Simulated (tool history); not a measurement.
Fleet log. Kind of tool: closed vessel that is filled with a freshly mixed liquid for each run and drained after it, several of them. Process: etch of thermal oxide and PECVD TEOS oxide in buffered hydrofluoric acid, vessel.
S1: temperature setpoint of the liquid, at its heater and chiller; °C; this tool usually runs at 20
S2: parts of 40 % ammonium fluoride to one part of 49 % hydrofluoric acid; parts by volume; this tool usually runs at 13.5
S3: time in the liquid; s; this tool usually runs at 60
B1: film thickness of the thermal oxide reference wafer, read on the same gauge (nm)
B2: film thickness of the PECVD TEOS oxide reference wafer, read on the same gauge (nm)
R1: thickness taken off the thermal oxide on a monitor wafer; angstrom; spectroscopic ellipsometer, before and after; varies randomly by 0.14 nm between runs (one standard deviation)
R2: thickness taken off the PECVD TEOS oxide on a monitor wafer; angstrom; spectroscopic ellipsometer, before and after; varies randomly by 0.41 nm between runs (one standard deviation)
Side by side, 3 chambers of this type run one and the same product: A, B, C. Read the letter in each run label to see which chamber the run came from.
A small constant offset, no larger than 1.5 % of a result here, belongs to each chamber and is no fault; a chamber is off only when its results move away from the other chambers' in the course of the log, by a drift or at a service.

Run 1B, hour 3.7: usual settings; B1 29.980; B2 120.00. Result: R1 410.47 angstrom, R2 1101.30 angstrom.
Run 2A, hour 9.8: usual settings; B1 30.050; B2 119.97. Result: R1 416.65 angstrom, R2 1111.60 angstrom.
Run 3C, hour 14.5: usual settings; B1 30.017; B2 120.02. Result: R1 416.23 angstrom, R2 1104.70 angstrom.
Run 4A, hour 18.8: usual settings; B1 30.017; B2 120.03. Result: R1 417.93 angstrom, R2 1114.50 angstrom.
Run 5B, hour 23.0: usual settings; B1 29.978; B2 119.99. Result: R1 412.75 angstrom, R2 1101.90 angstrom.
Run 6C, hour 29.3: usual settings but S3 35 s; B1 30.013; B2 120.00. Result: R1 241.07 angstrom, R2 650.22 angstrom.
Run 7C, hour 33.6: usual settings but S3 35 s; B1 30.013; B2 120.00. Result: R1 241.47 angstrom, R2 648.75 angstrom.
Run 8A, hour 38.5: usual settings but S3 35 s; B1 30.029; B2 120.01. Result: R1 243.76 angstrom, R2 644.78 angstrom.
Run 9B, hour 43.7: usual settings; B1 30.007; B2 120.03. Result: R1 411.10 angstrom, R2 1101.60 angstrom.
Run 10B, hour 48.4: usual settings; B1 29.967; B2 120.00. Result: R1 408.33 angstrom, R2 1105.80 angstrom.
Run 11A, hour 55.0: usual settings; B1 30.005; B2 120.00. Result: R1 417.74 angstrom, R2 1122.50 angstrom.
Run 12C, hour 59.8: usual settings; B1 29.958; B2 120.01. Result: R1 415.49 angstrom, R2 1103.30 angstrom.
Run 13B, hour 64.6: usual settings but S2 8.5 parts by volume; B1 30.024; B2 120.00. Result: R1 619.87 angstrom, R2 1668.30 angstrom.
Run 14A, hour 71.1: usual settings but S2 8.5 parts by volume; B1 30.010; B2 119.99. Result: R1 633.31 angstrom, R2 1686.30 angstrom.
Run 15C, hour 74.3: usual settings but S2 8.5 parts by volume; B1 29.985; B2 120.00. Result: R1 636.04 angstrom, R2 1697.60 angstrom.
Run 16A, hour 80.3: usual settings; B1 29.998; B2 120.01. Result: R1 420.70 angstrom, R2 1113.30 angstrom.
Run 17B, hour 84.0: usual settings; B1 30.038; B2 120.00. Result: R1 412.87 angstrom, R2 1098.90 angstrom.
Run 18C, hour 88.1: usual settings; B1 30.009; B2 119.99. Result: R1 413.99 angstrom, R2 1107.20 angstrom.
Run 19B, hour 94.1: usual settings but S1 17 °C, S2 11.5 parts by volume; B1 29.975; B2 120.01. Result: R1 405.20 angstrom, R2 1088.40 angstrom.
Run 20C, hour 98.8: usual settings but S1 17 °C, S2 11.5 parts by volume; B1 30.012; B2 120.00. Result: R1 409.51 angstrom, R2 1100.00 angstrom.
Run 21A, hour 102.3: usual settings but S1 17 °C, S2 11.5 parts by volume; B1 30.037; B2 120.00. Result: R1 410.65 angstrom, R2 1095.50 angstrom.
Run 22B, hour 105.2: usual settings; B1 30.025; B2 119.99. Result: R1 410.88 angstrom, R2 1104.30 angstrom.
Run 23C, hour 110.4: usual settings; B1 29.997; B2 119.95. Result: R1 415.71 angstrom, R2 1110.00 angstrom.
Run 24A, hour 115.5: usual settings; B1 29.995; B2 119.99. Result: R1 416.11 angstrom, R2 1108.90 angstrom.
Run 25B, hour 119.7: usual settings; B1 30.014; B2 120.01. Result: R1 411.58 angstrom, R2 1105.80 angstrom.
Run 26C, hour 125.5: usual settings; B1 29.990; B2 119.98. Result: R1 413.28 angstrom, R2 1115.40 angstrom.
Run 27A, hour 131.4: usual settings but S1 25 °C; B1 29.995; B2 119.99. Result: R1 548.79 angstrom, R2 1460.80 angstrom.
Run 28B, hour 136.0: usual settings but S1 25 °C; B1 30.007; B2 120.01. Result: R1 537.56 angstrom, R2 1456.30 angstrom.
Run 29C, hour 141.9: usual settings but S1 25 °C; B1 30.009; B2 120.00. Result: R1 543.11 angstrom, R2 1452.40 angstrom.
Run 30A, hour 145.8: usual settings; B1 30.014; B2 119.99. Result: R1 416.66 angstrom, R2 1112.10 angstrom.

Does one chamber stand apart from the rest, does the shared gauge drift, or is all well apart from small per-chamber offsets? Give the chamber and the most likely cause, where there is one.

The fleet is healthy, with each chamber sitting at its usual small offset and no drift in the gauge.
